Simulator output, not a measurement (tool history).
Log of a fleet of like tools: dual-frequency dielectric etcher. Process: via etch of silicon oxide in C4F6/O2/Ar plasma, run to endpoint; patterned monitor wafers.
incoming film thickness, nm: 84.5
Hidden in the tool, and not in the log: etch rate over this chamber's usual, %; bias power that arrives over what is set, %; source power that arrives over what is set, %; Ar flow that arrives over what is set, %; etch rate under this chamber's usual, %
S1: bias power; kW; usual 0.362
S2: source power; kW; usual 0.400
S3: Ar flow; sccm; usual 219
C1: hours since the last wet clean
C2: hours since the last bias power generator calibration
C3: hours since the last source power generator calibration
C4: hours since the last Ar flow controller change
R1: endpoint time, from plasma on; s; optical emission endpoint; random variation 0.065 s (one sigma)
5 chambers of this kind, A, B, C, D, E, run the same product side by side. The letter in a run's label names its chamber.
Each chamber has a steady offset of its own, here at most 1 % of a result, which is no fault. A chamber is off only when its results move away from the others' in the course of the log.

run 1A hour=3.6 | S1=0.362 S2=0.400 S3=219 | C1=57.9 C2=1345.1 C3=2617.0 C4=1490.5 | R1=20.266
run 2B hour=7.8 | S1=0.362 S2=0.400 S3=219 | C1=113.7 C2=1809.5 C3=1120.4 C4=236.7 | R1=20.165
run 3C hour=12.8 | S1=0.362 S2=0.400 S3=219 | C1=306.9 C2=2216.3 C3=1925.8 C4=154.1 | R1=20.322
run 4E hour=15.1 | S1=0.362 S2=0.400 S3=219 | C1=509.4 C2=1684.0 C3=2665.4 C4=2707.2 | R1=20.351
-- hour=17.5 chamber D: Ar flow controller replaced
run 5D hour=19.5 | S1=0.362 S2=0.400 S3=219 | C1=194.5 C2=1561.1 C3=1240.7 C4=2.0 | R1=20.125
run 6D hour=22.3 | S1=0.362 S2=0.400 S3=219 | C1=197.3 C2=1563.9 C3=1243.5 C4=4.8 | R1=19.997
run 7C hour=26.0 | S1=0.362 S2=0.400 S3=219 | C1=320.1 C2=2229.5 C3=1939.0 C4=167.3 | R1=20.144
run 8B hour=30.6 | S1=0.362 S2=0.400 S3=219 | C1=136.5 C2=1832.3 C3=1143.2 C4=259.5 | R1=20.146
run 9E hour=34.4 | S1=0.362 S2=0.400 S3=219 | C1=528.7 C2=1703.3 C3=2684.7 C4=2726.5 | R1=20.392
run 10A hour=38.9 | S1=0.362 S2=0.400 S3=219 | C1=93.2 C2=1380.4 C3=2652.3 C4=1525.8 | R1=20.247
run 11A hour=43.0 | S1=0.362 S2=0.400 S3=219 | C1=97.3 C2=1384.5 C3=2656.4 C4=1529.9 | R1=20.180
run 12B hour=46.7 | S1=0.362 S2=0.400 S3=219 | C1=152.6 C2=1848.4 C3=1159.3 C4=275.6 | R1=20.078
run 13C hour=51.1 | S1=0.362 S2=0.400 S3=219 | C1=345.2 C2=2254.6 C3=1964.1 C4=192.4 | R1=20.300
run 14E hour=55.1 | S1=0.362 S2=0.400 S3=258 | C1=549.4 C2=1724.0 C3=2705.4 C4=2747.2 | R1=20.831
run 15D hour=59.0 | S1=0.362 S2=0.400 S3=258 | C1=234.0 C2=1600.6 C3=1280.2 C4=41.5 | R1=20.454
run 16C hour=63.5 | S1=0.362 S2=0.400 S3=258 | C1=357.6 C2=2267.0 C3=1976.5 C4=204.8 | R1=20.611
run 17E hour=66.5 | S1=0.362 S2=0.400 S3=258 | C1=560.8 C2=1735.4 C3=2716.8 C4=2758.6 | R1=20.562
-- hour=69.3 chamber E: wet clean of the chamber
run 18D hour=69.9 | S1=0.362 S2=0.400 S3=258 | C1=244.9 C2=1611.5 C3=1291.1 C4=52.4 | R1=20.473
run 19A hour=73.2 | S1=0.362 S2=0.400 S3=219 | C1=127.5 C2=1414.7 C3=2686.6 C4=1560.1 | R1=20.240
run 20B hour=77.4 | S1=0.362 S2=0.400 S3=219 | C1=183.3 C2=1879.1 C3=1190.0 C4=306.3 | R1=20.040
run 21C hour=80.4 | S1=0.362 S2=0.400 S3=219 | C1=374.5 C2=2283.9 C3=1993.4 C4=221.7 | R1=20.292
-- hour=81.3 chamber C: source power generator calibrated
run 22A hour=84.3 | S1=0.362 S2=0.400 S3=219 | C1=138.6 C2=1425.8 C3=2697.7 C4=1571.2 | R1=20.161
run 23E hour=87.3 | S1=0.362 S2=0.400 S3=219 | C1=18.0 C2=1756.2 C3=2737.6 C4=2779.4 | R1=19.500
run 24D hour=90.8 | S1=0.362 S2=0.400 S3=219 | C1=265.8 C2=1632.4 C3=1312.0 C4=73.3 | R1=20.127
run 25B hour=94.7 | S1=0.362 S2=0.400 S3=219 | C1=200.6 C2=1896.4 C3=1207.3 C4=323.6 | R1=20.052
run 26C hour=98.7 | S1=0.362 S2=0.400 S3=219 | C1=392.8 C2=2302.2 C3=17.4 C4=240.0 | R1=20.280
run 27A hour=101.8 | S1=0.362 S2=0.500 S3=168 | C1=156.1 C2=1443.3 C3=2715.2 C4=1588.7 | R1=18.096
run 28D hour=104.7 | S1=0.362 S2=0.500 S3=168 | C1=279.7 C2=1646.3 C3=1325.9 C4=87.2 | R1=17.839
run 29E hour=108.1 | S1=0.362 S2=0.500 S3=168 | C1=38.8 C2=1777.0 C3=2758.4 C4=2800.2 | R1=17.461
run 30B hour=112.5 | S1=0.362 S2=0.500 S3=168 | C1=218.4 C2=1914.2 C3=1225.1 C4=341.4 | R1=17.868
run 31E hour=116.8 | S1=0.362 S2=0.500 S3=168 | C1=47.5 C2=1785.7 C3=2767.1 C4=2808.9 | R1=17.372
run 32C hour=120.7 | S1=0.362 S2=0.400 S3=219 | C1=414.8 C2=2324.2 C3=39.4 C4=262.0 | R1=20.153
run 33A hour=123.2 | S1=0.362 S2=0.400 S3=219 | C1=177.5 C2=1464.7 C3=2736.6 C4=1610.1 | R1=20.256
run 34B hour=125.6 | S1=0.362 S2=0.400 S3=219 | C1=231.5 C2=1927.3 C3=1238.2 C4=354.5 | R1=20.023
run 35D hour=128.3 | S1=0.362 S2=0.400 S3=219 | C1=303.3 C2=1669.9 C3=1349.5 C4=110.8 | R1=20.039
run 36D hour=130.7 | S1=0.362 S2=0.400 S3=219 | C1=305.7 C2=1672.3 C3=1351.9 C4=113.2 | R1=20.137
run 37A hour=135.0 | S1=0.362 S2=0.400 S3=219 | C1=189.3 C2=1476.5 C3=2748.4 C4=1621.9 | R1=20.302
run 38E hour=137.4 | S1=0.318 S2=0.400 S3=182 | C1=68.1 C2=1806.3 C3=2787.7 C4=2829.5 | R1=20.010
run 39B hour=142.5 | S1=0.318 S2=0.400 S3=182 | C1=248.4 C2=1944.2 C3=1255.1 C4=371.4 | R1=20.658
run 40C hour=147.1 | S1=0.318 S2=0.400 S3=182 | C1=441.2 C2=2350.6 C3=65.8 C4=288.4 | R1=20.817
run 41C hour=149.5 | S1=0.318 S2=0.400 S3=182 | C1=443.6 C2=2353.0 C3=68.2 C4=290.8 | R1=20.755
run 42B hour=153.2 | S1=0.318 S2=0.400 S3=182 | C1=259.1 C2=1954.9 C3=1265.8 C4=382.1 | R1=20.497
run 43D hour=156.3 | S1=0.362 S2=0.400 S3=219 | C1=331.3 C2=1697.9 C3=1377.5 C4=138.8 | R1=20.040

Is one chamber off against the others, does the gauge drift, or is nothing wrong? If a chamber is off, say which, and what the likeliest cause is.

A service left chamber E off against the others.
Cause: etch rate over this chamber's usual, % = 3.97.

Here are 4 candidates for chamber E's next run, each the usual settings with a change, their results left as question marks. Which one brings its results back in line with what the others give on the usual settings?
In line means no further than this from the other chambers' mean on the usual settings: R1 0.230 s
run 44E-1 hour=160.0 | S1=0.362 S2=0.370 S3=219 | R1=?
run 44E-2 hour=160.0 | S1=0.377 S2=0.420 S3=219 | R1=?
run 44E-3 hour=160.0 | S1=0.362 S2=0.400 S3=199 | R1=?
run 44E-4 hour=160.0 | S1=0.362 S2=0.400 S3=239 | R1=?

The other chambers' mean on the usual settings: R1 20.149 s
run=44E-1 R1=20.146
run=44E-2 R1=18.949
run=44E-3 R1=19.369
run=44E-4 R1=19.764
44E-1 brings the chamber back in line.
